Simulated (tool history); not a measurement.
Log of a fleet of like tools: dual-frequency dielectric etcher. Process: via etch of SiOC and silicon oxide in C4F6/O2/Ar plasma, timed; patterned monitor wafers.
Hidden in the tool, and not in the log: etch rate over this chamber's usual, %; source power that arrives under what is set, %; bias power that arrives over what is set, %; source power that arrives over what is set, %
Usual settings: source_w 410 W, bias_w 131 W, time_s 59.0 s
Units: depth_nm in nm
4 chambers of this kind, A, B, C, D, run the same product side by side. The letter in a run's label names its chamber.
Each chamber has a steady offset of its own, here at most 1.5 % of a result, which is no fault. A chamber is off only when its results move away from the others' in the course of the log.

run	hour	source_w	bias_w	time_s	hours since the last wet clean	hours since the last source power generator calibration	hours since the last bias power generator calibration	read-back reference wafer on the same gauge, depth_nm	depth_nm
1D	8.5	410	131	59.0	294.1	116.4	2530.9	49.786	61.070
2B	14.4	410	131	59.0	519.5	360.1	869.1	49.754	60.620
3C	18.9	410	131	59.0	512.7	1709.3	1266.7	49.773	61.001
4A	23.1	410	131	59.0	198.7	198.8	1037.7	49.782	59.907
5B	28.2	410	131	59.0	533.3	373.9	882.9	49.779	61.176
6C	32.0	410	131	59.0	525.8	1722.4	1279.8	49.796	61.011
7D	35.8	410	131	59.0	321.4	143.7	2558.2	49.842	60.772
8A	44.1	410	131	59.0	219.7	219.8	1058.7	49.817	60.016
9B	49.9	410	131	75.5	555.0	395.6	904.6	49.797	77.802
10C	57.2	410	131	75.5	551.0	1747.6	1305.0	49.759	78.304
11D	61.3	410	131	75.5	346.9	169.2	2583.7	49.803	77.918
12A	69.4	410	131	75.5	245.0	245.1	1084.0	49.754	77.243
13D	76.3	410	112	66.5	361.9	184.2	2598.7	49.776	65.412
# hour 82.2: chamber D: wet clean of the chamber
14A	83.3	410	112	66.5	258.9	259.0	1097.9	49.804	65.237
15C	88.3	410	112	66.5	582.1	1778.7	1336.1	49.803	65.724
16B	95.7	410	112	66.5	600.8	441.4	950.4	49.771	65.196
17C	100.6	410	131	59.0	594.4	1791.0	1348.4	49.781	61.255
# hour 101.1: chamber B: wet clean of the chamber
18A	106.2	410	131	59.0	281.8	281.9	1120.8	49.823	59.897
19D	110.3	410	131	59.0	28.2	218.2	2632.7	49.784	60.848
20B	117.0	410	131	59.0	15.9	462.7	971.7	49.754	60.784
21D	121.9	410	131	59.0	39.8	229.8	2644.3	49.780	60.816
22C	128.8	410	131	59.0	622.6	1819.2	1376.6	49.784	61.029
23A	135.6	410	131	59.0	311.2	311.3	1150.2	49.770	60.068
24B	140.9	410	131	59.0	39.8	486.6	995.6	49.783	60.857
25C	146.8	410	131	59.0	640.6	1837.2	1394.6	49.790	61.210
26D	151.6	410	106	59.0	69.5	259.5	2674.0	49.809	57.512
27A	158.3	410	106	59.0	333.9	334.0	1172.9	49.816	56.967
28B	162.9	410	106	59.0	61.8	508.6	1017.6	49.818	57.175
29C	167.1	410	106	59.0	660.9	1857.5	1414.9	49.819	57.683
30A	171.1	410	131	59.0	346.7	346.8	1185.7	49.779	59.859
31B	176.0	410	131	59.0	74.9	521.7	1030.7	49.770	60.652

What goes on in this fleet: one chamber off, a drifting gauge, or nothing beyond the chambers' own small offsets? Name the chamber and the cause, if any.

No chamber stands off beyond its own small offset, and the gauge holds steady.
